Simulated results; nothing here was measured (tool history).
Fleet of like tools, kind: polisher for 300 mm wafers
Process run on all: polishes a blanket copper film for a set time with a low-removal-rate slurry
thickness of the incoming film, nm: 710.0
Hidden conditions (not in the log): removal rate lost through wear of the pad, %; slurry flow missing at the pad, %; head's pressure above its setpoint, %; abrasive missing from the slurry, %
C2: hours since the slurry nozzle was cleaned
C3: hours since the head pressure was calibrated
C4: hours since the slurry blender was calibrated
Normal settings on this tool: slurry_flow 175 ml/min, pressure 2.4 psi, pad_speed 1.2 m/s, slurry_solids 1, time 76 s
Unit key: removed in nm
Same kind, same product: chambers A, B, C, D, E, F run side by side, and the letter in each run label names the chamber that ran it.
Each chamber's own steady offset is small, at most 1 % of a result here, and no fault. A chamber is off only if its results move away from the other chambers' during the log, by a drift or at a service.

-- hour=1.1 chamber D: slurry nozzle cleaned
run 1A hour=6.4 | slurry_flow=175 pressure=2.4 pad_speed=1.2 slurry_solids=1 time=76 | wafers_polished_on_this_pad=196 C2=215.6 C3=422.9 C4=284.8 | removed=224.57
-- hour=8.2 chamber A: slurry blender recalibrated
-- hour=16 chamber F: slurry blender recalibrated
run 2C hour=18 | slurry_flow=175 pressure=2.4 pad_speed=1.2 slurry_solids=1 time=76 | wafers_polished_on_this_pad=529 C2=56.2 C3=748.5 C4=94.5 | removed=225.48
run 3E hour=25.5 | slurry_flow=175 pressure=2.4 pad_speed=1.2 slurry_solids=1 time=76 | wafers_polished_on_this_pad=796 C2=33.2 C3=182.4 C4=122.7 | removed=229.39
-- hour=27.3 chamber E: worn pad replaced by a new one
run 4B hour=37.5 | slurry_flow=175 pressure=2.4 pad_speed=1.2 slurry_solids=1 time=76 | wafers_polished_on_this_pad=778 C2=79.1 C3=356.1 C4=173.7 | removed=224.06
-- hour=39.1 chamber C: worn pad replaced by a new one
-- hour=43.4 chamber B: slurry blender recalibrated
run 5D hour=49.6 | slurry_flow=175 pressure=2.4 pad_speed=1.2 slurry_solids=1 time=76 | wafers_polished_on_this_pad=786 C2=48.5 C3=113.7 C4=172.2 | removed=226.46
-- hour=57.7 chamber D: worn pad replaced by a new one
-- hour=60.6 chamber B: worn pad replaced by a new one
-- hour=60.9 chamber C: head pressure recalibrated
run 6F hour=61.9 | slurry_flow=175 pressure=2.4 pad_speed=1.2 slurry_solids=1 time=76 | wafers_polished_on_this_pad=918 C2=183.1 C3=1157.3 C4=46 | removed=225.71
run 7C hour=70.1 | slurry_flow=175 pressure=2.4 pad_speed=1.2 slurry_solids=1 time=76 | wafers_polished_on_this_pad=295 C2=108.3 C3=9.3 C4=146.6 | removed=226.48
-- hour=75.1 chamber D: slurry blender recalibrated
-- hour=77.5 chamber F: worn pad replaced by a new one
run 8E hour=81.2 | slurry_flow=175 pressure=2.4 pad_speed=1.2 slurry_solids=1 time=76 | wafers_polished_on_this_pad=512 C2=88.9 C3=238.1 C4=178.4 | removed=225.3
-- hour=82.6 chamber A: worn pad replaced by a new one
run 9F hour=92.4 | slurry_flow=175 pressure=2.4 pad_speed=1.2 slurry_solids=1 time=76 | wafers_polished_on_this_pad=141 C2=213.6 C3=1187.8 C4=76.5 | removed=225.82
run 10D hour=98.4 | slurry_flow=175 pressure=2.4 pad_speed=1.2 slurry_solids=1 time=76 | wafers_polished_on_this_pad=386 C2=97.3 C3=162.5 C4=23.4 | removed=221.98
run 11A hour=106.8 | slurry_flow=175 pressure=2.4 pad_speed=1.2 slurry_solids=1 time=76 | wafers_polished_on_this_pad=230 C2=316 C3=523.3 C4=98.7 | removed=221.23
-- hour=112.9 chamber C: worn pad replaced by a new one
-- hour=117.5 chamber E: head pressure recalibrated
run 12B hour=118.7 | slurry_flow=175 pressure=2.4 pad_speed=1.2 slurry_solids=1 time=76 | wafers_polished_on_this_pad=551 C2=160.3 C3=437.3 C4=75.3 | removed=225.29
run 13E hour=129 | slurry_flow=175 pressure=2.4 pad_speed=1.2 slurry_solids=1 time=76 | wafers_polished_on_this_pad=966 C2=136.7 C3=11.6 C4=226.2 | removed=223.57
-- hour=130.6 chamber E: worn pad replaced by a new one
run 14F hour=141 | slurry_flow=175 pressure=2.4 pad_speed=1.2 slurry_solids=1 time=76 | wafers_polished_on_this_pad=603 C2=262.2 C3=1236.4 C4=125.1 | removed=228.64
-- hour=149 chamber D: worn pad replaced by a new one
run 15D hour=151.4 | slurry_flow=175 pressure=2.4 pad_speed=1.2 slurry_solids=1 time=76 | wafers_polished_on_this_pad=22 C2=150.3 C3=215.5 C4=76.4 | removed=222.89
-- hour=156.2 chamber A: slurry nozzle cleaned
-- hour=156.3 chamber B: worn pad replaced by a new one
run 16A hour=162.5 | slurry_flow=175 pressure=2.4 pad_speed=1.2 slurry_solids=1 time=76 | wafers_polished_on_this_pad=758 C2=6.4 C3=579 C4=154.4 | removed=229.14
run 17B hour=169.6 | slurry_flow=175 pressure=2.4 pad_speed=1.2 slurry_solids=1 time=76 | wafers_polished_on_this_pad=126 C2=211.2 C3=488.2 C4=126.2 | removed=224.48
-- hour=173.1 chamber A: worn pad replaced by a new one
run 18C hour=176.8 | slurry_flow=175 pressure=2.4 pad_speed=1.2 slurry_solids=1 time=76 | wafers_polished_on_this_pad=606 C2=215 C3=116 C4=253.3 | removed=220.88
-- hour=181.6 chamber C: worn pad replaced by a new one
run 19E hour=185.6 | slurry_flow=175 pressure=2.4 pad_speed=1.2 slurry_solids=1 time=76 | wafers_polished_on_this_pad=522 C2=193.3 C3=68.2 C4=282.8 | removed=224.56
run 20F hour=191.2 | slurry_flow=175 pressure=2.4 pad_speed=1.2 slurry_solids=1 time=76 | wafers_polished_on_this_pad=1079 C2=312.4 C3=1286.6 C4=175.3 | removed=224.3
-- hour=192.3 chamber E: slurry blender recalibrated
-- hour=195.4 chamber F: worn pad replaced by a new one
run 21A hour=202.1 | slurry_flow=175 pressure=2.4 pad_speed=1.2 slurry_solids=1 time=76 | wafers_polished_on_this_pad=275 C2=46 C3=618.6 C4=194 | removed=228.44
run 22B hour=208.4 | slurry_flow=175 pressure=2.4 pad_speed=1.2 slurry_solids=1 time=76 | wafers_polished_on_this_pad=494 C2=250 C3=527 C4=165 | removed=225.12
run 23C hour=220.4 | slurry_flow=175 pressure=2.4 pad_speed=1.2 slurry_solids=1 time=76 | wafers_polished_on_this_pad=368 C2=258.6 C3=159.6 C4=296.9 | removed=227.41
run 24D hour=226.4 | slurry_flow=175 pressure=2.4 pad_speed=1.2 slurry_solids=1 time=76 | wafers_polished_on_this_pad=734 C2=225.3 C3=290.5 C4=151.4 | removed=224.64
-- hour=229.1 chamber E: worn pad replaced by a new one
-- hour=232.9 chamber D: worn pad replaced by a new one
-- hour=235.6 chamber F: head pressure recalibrated
run 25B hour=235.7 | slurry_flow=175 pressure=2.4 pad_speed=1.2 slurry_solids=1 time=76 | wafers_polished_on_this_pad=753 C2=277.3 C3=554.3 C4=192.3 | removed=226.49
-- hour=240.4 chamber B: slurry blender recalibrated
run 26D hour=242.7 | slurry_flow=175 pressure=2.4 pad_speed=1.2 slurry_solids=1 time=76 | wafers_polished_on_this_pad=93 C2=241.6 C3=306.8 C4=167.7 | removed=221.19
-- hour=243.9 chamber F: slurry blender recalibrated
-- hour=247.3 chamber B: worn pad replaced by a new one
run 27C hour=249.1 | slurry_flow=175 pressure=2.4 pad_speed=1.2 slurry_solids=1 time=76 | wafers_polished_on_this_pad=641 C2=287.3 C3=188.3 C4=325.6 | removed=230.65
-- hour=250.3 chamber A: worn pad replaced by a new one
run 28E hour=256.8 | slurry_flow=175 pressure=2.4 pad_speed=1.2 slurry_solids=0.75 time=76 | wafers_polished_on_this_pad=263 C2=264.5 C3=139.4 C4=64.5 | removed=214.95
-- hour=258 chamber B: slurry nozzle cleaned
-- hour=259.3 chamber C: worn pad replaced by a new one
run 29F hour=263.3 | slurry_flow=175 pressure=2.4 pad_speed=1.2 slurry_solids=0.75 time=76 | wafers_polished_on_this_pad=645 C2=384.5 C3=27.7 C4=19.4 | removed=209.15
run 30A hour=272 | slurry_flow=175 pressure=2.4 pad_speed=1.2 slurry_solids=0.75 time=76 | wafers_polished_on_this_pad=206 C2=115.9 C3=688.5 C4=263.9 | removed=211.33
run 31D hour=277.8 | slurry_flow=175 pressure=2.4 pad_speed=1.2 slurry_solids=0.75 time=76 | wafers_polished_on_this_pad=426 C2=276.7 C3=341.9 C4=202.8 | removed=206.97
-- hour=279.9 chamber D: slurry blender recalibrated
run 32E hour=288.3 | slurry_flow=175 pressure=2.4 pad_speed=1.2 slurry_solids=0.75 time=76 | wafers_polished_on_this_pad=562 C2=296 C3=170.9 C4=96 | removed=213.53
-- hour=289.6 chamber C: slurry blender recalibrated
run 33C hour=297.4 | slurry_flow=175 pressure=2.4 pad_speed=1.2 slurry_solids=0.75 time=76 | wafers_polished_on_this_pad=362 C2=335.6 C3=236.6 C4=7.9 | removed=206.96
-- hour=306.4 chamber F: worn pad replaced by a new one
run 34A hour=307.1 | slurry_flow=175 pressure=2.4 pad_speed=1.2 slurry_solids=1 time=76 | wafers_polished_on_this_pad=539 C2=151 C3=723.6 C4=299 | removed=223.99
-- hour=313.5 chamber E: worn pad replaced by a new one
run 35F hour=314 | slurry_flow=175 pressure=2.4 pad_speed=1.2 slurry_solids=1 time=76 | wafers_polished_on_this_pad=72 C2=435.2 C3=78.4 C4=70.1 | removed=223.89
-- hour=316.2 chamber D: worn pad replaced by a new one
run 36B hour=321.3 | slurry_flow=175 pressure=2.4 pad_speed=1.2 slurry_solids=1 time=76 | wafers_polished_on_this_pad=702 C2=63.3 C3=639.9 C4=81 | removed=221.68
-- hour=322.8 chamber A: slurry blender recalibrated
-- hour=323.9 chamber C: worn pad replaced by a new one
run 37F hour=328.4 | slurry_flow=175 pressure=2.4 pad_speed=1.2 slurry_solids=1 time=76 | wafers_polished_on_this_pad=208 C2=449.6 C3=92.8 C4=84.5 | removed=226.69
-- hour=328.9 chamber A: worn pad replaced by a new one
run 38E hour=334.6 | slurry_flow=175 pressure=2.4 pad_speed=1.2 slurry_solids=1 time=76 | wafers_polished_on_this_pad=200 C2=342.3 C3=217.2 C4=142.3 | removed=230.63
-- hour=336.4 chamber B: worn pad replaced by a new one
run 39A hour=343.9 | slurry_flow=175 pressure=2.4 pad_speed=1.2 slurry_solids=1 time=94 | wafers_polished_on_this_pad=143 C2=187.8 C3=760.4 C4=21.1 | removed=270.99
-- hour=346.6 chamber C: slurry nozzle cleaned
run 40C hour=352.9 | slurry_flow=175 pressure=2.4 pad_speed=1.2 slurry_solids=1 time=94 | wafers_polished_on_this_pad=275 C2=6.4 C3=292.1 C4=63.4 | removed=279.56
run 41D hour=361.8 | slurry_flow=175 pressure=2.4 pad_speed=1.2 slurry_solids=1 time=94 | wafers_polished_on_this_pad=433 C2=360.7 C3=425.9 C4=81.9 | removed=279.37
run 42B hour=372.6 | slurry_flow=175 pressure=2.4 pad_speed=1.2 slurry_solids=1 time=94 | wafers_polished_on_this_pad=343 C2=114.6 C3=691.2 C4=132.3 | removed=279.62

Next, every chamber runs the same settings. What will each give?
run 43A hour=381.4 | slurry_flow=175 pressure=2.4 pad_speed=1.2 slurry_solids=1 time=76 | removed=?
run 43B hour=381.4 | slurry_flow=175 pressure=2.4 pad_speed=1.2 slurry_solids=1 time=76 | removed=?
run 43C hour=381.4 | slurry_flow=175 pressure=2.4 pad_speed=1.2 slurry_solids=1 time=76 | removed=?
run 43D hour=381.4 | slurry_flow=175 pressure=2.4 pad_speed=1.2 slurry_solids=1 time=76 | removed=?
run 43E hour=381.4 | slurry_flow=175 pressure=2.4 pad_speed=1.2 slurry_solids=1 time=76 | removed=?
run 43F hour=381.4 | slurry_flow=175 pressure=2.4 pad_speed=1.2 slurry_solids=1 time=76 | removed=?

run=43A removed=226.96
run=43B removed=223
run=43C removed=227.01
run=43D removed=224.18
run=43E removed=224.09
run=43F removed=223.03

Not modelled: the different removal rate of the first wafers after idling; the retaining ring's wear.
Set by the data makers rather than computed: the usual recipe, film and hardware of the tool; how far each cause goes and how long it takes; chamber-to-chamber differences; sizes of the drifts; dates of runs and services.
